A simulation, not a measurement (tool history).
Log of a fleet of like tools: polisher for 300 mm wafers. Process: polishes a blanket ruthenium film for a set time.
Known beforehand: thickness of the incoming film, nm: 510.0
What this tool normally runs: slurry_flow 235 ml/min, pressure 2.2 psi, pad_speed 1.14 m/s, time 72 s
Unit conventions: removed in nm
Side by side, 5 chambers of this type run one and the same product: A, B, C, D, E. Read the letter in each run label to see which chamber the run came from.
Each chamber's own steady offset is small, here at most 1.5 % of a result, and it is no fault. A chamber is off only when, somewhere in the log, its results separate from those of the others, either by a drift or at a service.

| run | hour | slurry_flow | pressure | pad_speed | time | removed |
|---|---|---|---|---|---|---|
| 1D | 7.2 | 235 | 2.2 | 1.14 | 72 | 112.2 |
|  | 11.1 | chamber D: slurry nozzle cleaned |
| 2E | 16.5 | 235 | 2.2 | 1.14 | 72 | 111.66 |
|  | 18.8 | chamber C: slurry nozzle cleaned |
|  | 18.9 | chamber B: worn pad replaced by a new one |
| 3C | 21.9 | 235 | 2.2 | 1.14 | 72 | 112.51 |
| 4A | 28.3 | 235 | 2.2 | 1.14 | 72 | 111.66 |
|  | 30.8 | chamber D: worn pad replaced by a new one |
| 5B | 39.5 | 235 | 2.2 | 1.14 | 72 | 110.88 |
| 6D | 51.3 | 235 | 2.2 | 1.14 | 72 | 111.11 |
|  | 56.6 | chamber D: head pressure recalibrated |
| 7A | 57.4 | 235 | 2.2 | 1.14 | 72 | 111.01 |
|  | 62.7 | chamber A: worn pad replaced by a new one |
| 8C | 64.6 | 235 | 2.2 | 1.14 | 72 | 113.31 |
| 9E | 69.9 | 235 | 2.2 | 1.14 | 72 | 111.59 |
| 10B | 81.5 | 235 | 2.2 | 1.14 | 72 | 108.73 |
| 11E | 91.8 | 235 | 2.2 | 1.14 | 72 | 110.01 |
|  | 94.2 | chamber A: slurry nozzle cleaned |
| 12B | 101.7 | 235 | 2.2 | 1.3 | 72 | 126.23 |
| 13C | 107.2 | 235 | 2.2 | 1.3 | 72 | 126.5 |
|  | 113.5 | chamber B: worn pad replaced by a new one |
| 14A | 117.7 | 235 | 2.2 | 1.3 | 72 | 125.74 |
| 15D | 127 | 235 | 2.2 | 1.3 | 72 | 123.52 |
| 16A | 137.4 | 235 | 2.2 | 1.3 | 72 | 129.2 |
|  | 142 | chamber D: worn pad replaced by a new one |
|  | 144.4 | chamber A: worn pad replaced by a new one |
| 17B | 145.5 | 235 | 2.2 | 1.14 | 72 | 111.73 |
| 18C | 153.6 | 235 | 2.2 | 1.52 | 57 | 115.89 |
| 19E | 160.2 | 235 | 2.2 | 1.52 | 57 | 114.48 |
| 20D | 167.8 | 235 | 2.2 | 1.52 | 57 | 117.41 |
| 21D | 178.6 | 235 | 2.2 | 1.52 | 57 | 115.75 |
|  | 186.4 | chamber E: head pressure recalibrated |
| 22B | 187.8 | 235 | 2.2 | 1.52 | 57 | 114 |
|  | 191.8 | chamber B: worn pad replaced by a new one |
| 23C | 198.5 | 235 | 2.2 | 1.14 | 72 | 113.52 |
|  | 200.2 | chamber E: worn pad replaced by a new one |
|  | 204 | chamber C: worn pad replaced by a new one |
| 24E | 208.6 | 275 | 2.2 | 1.34 | 72 | 129.02 |
| 25A | 220.3 | 275 | 2.2 | 1.34 | 72 | 132.73 |
| 26E | 225.7 | 275 | 2.2 | 1.34 | 72 | 132.53 |
|  | 230.3 | chamber A: worn pad replaced by a new one |
| 27C | 233.6 | 275 | 2.2 | 1.34 | 72 | 133.64 |
| 28B | 241.8 | 275 | 2.2 | 1.34 | 72 | 132.83 |
| 29A | 248.7 | 200 | 2.7 | 1.14 | 72 | 133.25 |
| 30D | 256 | 200 | 2.7 | 1.14 | 72 | 133.49 |

One chamber off, gauge drift, or nothing amiss beyond the chambers' own small offsets? If it is a chamber, which one, and what is the likeliest cause?

The fleet is healthy, with each chamber sitting at its usual small offset and no drift in the gauge.

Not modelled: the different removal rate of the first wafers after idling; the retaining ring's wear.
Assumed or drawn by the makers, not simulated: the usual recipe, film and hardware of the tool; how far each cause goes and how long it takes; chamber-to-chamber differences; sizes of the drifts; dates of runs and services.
